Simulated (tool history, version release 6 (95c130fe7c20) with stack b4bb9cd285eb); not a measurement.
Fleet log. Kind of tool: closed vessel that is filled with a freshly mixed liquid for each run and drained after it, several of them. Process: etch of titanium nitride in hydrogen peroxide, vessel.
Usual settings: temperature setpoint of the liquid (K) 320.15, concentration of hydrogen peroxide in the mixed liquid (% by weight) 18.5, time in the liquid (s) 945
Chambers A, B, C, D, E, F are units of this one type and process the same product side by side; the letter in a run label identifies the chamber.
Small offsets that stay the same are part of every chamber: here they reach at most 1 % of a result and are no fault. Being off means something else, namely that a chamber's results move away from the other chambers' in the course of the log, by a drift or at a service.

| run | hour | temperature setpoint of the liquid (K) | concentration of hydrogen peroxide in the mixed liquid (% by weight) | time in the liquid (s) | hours since the thermometer was replaced | hours since the peroxide flow meter was replaced | hours since the drum of peroxide was connected | read-back film thickness of the titanium nitride reference wafer, read on the same gauge (nm) | thickness taken off the titanium nitride on a monitor wafer (nm) |
|---|---|---|---|---|---|---|---|---|---|
|  | 1.8 | chamber A: peroxide flow meter replaced |
| 1A | 3.4 | 320.15 | 18.5 | 945 | 697.5 | 1.7 | 860.8 | 129.99 | 18.3450 |
| 2D | 5.8 | 320.15 | 18.5 | 945 | 460.4 | 723.6 | 254.9 | 129.99 | 18.1720 |
| 3F | 9.5 | 320.15 | 18.5 | 945 | 378.7 | 34.4 | 299.7 | 130.00 | 18.3560 |
| 4B | 12.0 | 320.15 | 18.5 | 945 | 1772.2 | 217.9 | 201.7 | 130.00 | 18.7490 |
| 5C | 15.8 | 320.15 | 18.5 | 945 | 393.0 | 375.4 | 695.6 | 130.04 | 18.4750 |
| 6E | 18.3 | 320.15 | 18.5 | 945 | 768.4 | 603.4 | 294.9 | 129.97 | 18.8560 |
| 7F | 21.4 | 320.15 | 18.5 | 945 | 390.6 | 46.3 | 311.6 | 129.99 | 18.3890 |
| 8B | 25.8 | 320.15 | 18.5 | 945 | 1786.0 | 231.7 | 215.5 | 129.97 | 18.7520 |
| 9E | 30.1 | 320.15 | 18.5 | 945 | 780.2 | 615.2 | 306.7 | 130.01 | 18.6510 |
| 10D | 32.6 | 320.15 | 18.5 | 945 | 487.2 | 750.4 | 281.7 | 129.98 | 18.3300 |
| 11A | 36.5 | 320.15 | 23.5 | 565 | 730.6 | 34.8 | 893.9 | 129.97 | 11.5620 |
| 12C | 39.4 | 320.15 | 23.5 | 565 | 416.6 | 399.0 | 719.2 | 130.00 | 11.7780 |
| 13D | 42.9 | 320.15 | 23.5 | 565 | 497.5 | 760.7 | 292.0 | 130.02 | 11.7440 |
| 14C | 46.9 | 320.15 | 23.5 | 565 | 424.1 | 406.5 | 726.7 | 130.03 | 11.6590 |
| 15F | 51.7 | 320.15 | 23.5 | 565 | 420.9 | 76.6 | 341.9 | 130.01 | 11.5220 |
| 16E | 54.5 | 320.15 | 23.5 | 565 | 804.6 | 639.6 | 331.1 | 129.98 | 11.8170 |
| 17B | 59.2 | 320.15 | 18.5 | 945 | 1819.4 | 265.1 | 248.9 | 130.01 | 18.7680 |
| 18A | 62.4 | 320.15 | 18.5 | 945 | 756.5 | 60.7 | 919.8 | 130.00 | 18.7130 |
| 19E | 66.6 | 320.15 | 18.5 | 945 | 816.7 | 651.7 | 343.2 | 129.98 | 18.7330 |
| 20C | 70.9 | 320.15 | 18.5 | 945 | 448.1 | 430.5 | 750.7 | 130.02 | 19.0640 |
| 21D | 75.4 | 320.15 | 18.5 | 945 | 530.0 | 793.2 | 324.5 | 129.98 | 18.5570 |
| 22F | 77.8 | 320.15 | 18.5 | 945 | 447.0 | 102.7 | 368.0 | 129.99 | 18.2160 |
| 23A | 81.0 | 320.15 | 18.5 | 945 | 775.1 | 79.3 | 938.4 | 130.00 | 18.4120 |
| 24B | 84.7 | 320.15 | 18.5 | 945 | 1844.9 | 290.6 | 274.4 | 130.02 | 18.6800 |
| 25B | 89.0 | 320.15 | 18.5 | 945 | 1849.2 | 294.9 | 278.7 | 130.01 | 18.6370 |
| 26D | 94.1 | 320.15 | 18.5 | 945 | 548.7 | 811.9 | 343.2 | 130.01 | 18.4230 |
| 27A | 98.7 | 320.15 | 18.5 | 945 | 792.8 | 97.0 | 956.1 | 129.98 | 18.7070 |
| 28C | 103.5 | 310.65 | 18.5 | 475 | 480.7 | 463.1 | 783.3 | 130.00 | 4.7521 |
| 29F | 108.6 | 310.65 | 18.5 | 475 | 477.8 | 133.5 | 398.8 | 130.02 | 4.4980 |
| 30E | 112.1 | 310.65 | 18.5 | 475 | 862.2 | 697.2 | 388.7 | 129.98 | 4.5657 |
| 31B | 115.5 | 310.65 | 18.5 | 475 | 1875.7 | 321.4 | 305.2 | 129.99 | 4.5528 |
| 32E | 118.3 | 310.65 | 18.5 | 475 | 868.4 | 703.4 | 394.9 | 129.98 | 4.5150 |
|  | 119.8 | chamber C: new drum of peroxide connected |
| 33F | 121.4 | 310.65 | 18.5 | 475 | 490.6 | 146.3 | 411.6 | 130.03 | 4.5250 |
| 34C | 125.9 | 320.15 | 18.5 | 945 | 503.1 | 485.5 | 6.1 | 130.00 | 19.6380 |
| 35A | 130.8 | 320.15 | 15.5 | 945 | 824.9 | 129.1 | 988.2 | 129.98 | 17.7080 |
| 36D | 135.3 | 320.15 | 15.5 | 945 | 589.9 | 853.1 | 384.4 | 130.00 | 18.0000 |
| 37A | 140.2 | 320.15 | 15.5 | 945 | 834.3 | 138.5 | 997.6 | 129.98 | 17.9460 |
|  | 141.5 | chamber B: peroxide flow meter replaced |
| 38C | 142.6 | 320.15 | 15.5 | 945 | 519.8 | 502.2 | 22.8 | 129.96 | 18.9880 |
| 39E | 145.9 | 320.15 | 15.5 | 945 | 896.0 | 731.0 | 422.5 | 130.00 | 18.0370 |
| 40F | 149.6 | 320.15 | 15.5 | 945 | 518.8 | 174.5 | 439.8 | 130.01 | 17.9270 |
| 41B | 152.5 | 312.15 | 18.5 | 1335 | 1912.7 | 11.0 | 342.2 | 130.03 | 14.5420 |
| 42D | 154.8 | 312.15 | 18.5 | 1335 | 609.4 | 872.6 | 403.9 | 129.99 | 14.0940 |
| 43A | 159.9 | 312.15 | 18.5 | 1335 | 854.0 | 158.2 | 1017.3 | 129.98 | 14.1120 |

Next, every chamber runs the same settings. What will each give?
| 44A | 163.6 | 320.15 | 18.5 | 945 |  |  |  |  | ? |
| 44B | 163.6 | 320.15 | 18.5 | 945 |  |  |  |  | ? |
| 44C | 163.6 | 320.15 | 18.5 | 945 |  |  |  |  | ? |
| 44D | 163.6 | 320.15 | 18.5 | 945 |  |  |  |  | ? |
| 44E | 163.6 | 320.15 | 18.5 | 945 |  |  |  |  | ? |
| 44F | 163.6 | 320.15 | 18.5 | 945 |  |  |  |  | ? |

| run | thickness taken off the titanium nitride on a monitor wafer (nm) |
|---|---|
| 44A | 18.5390 |
| 44B | 18.6710 |
| 44C | 20.1200 |
| 44D | 18.6810 |
| 44E | 18.4690 |
| 44F | 18.3760 |

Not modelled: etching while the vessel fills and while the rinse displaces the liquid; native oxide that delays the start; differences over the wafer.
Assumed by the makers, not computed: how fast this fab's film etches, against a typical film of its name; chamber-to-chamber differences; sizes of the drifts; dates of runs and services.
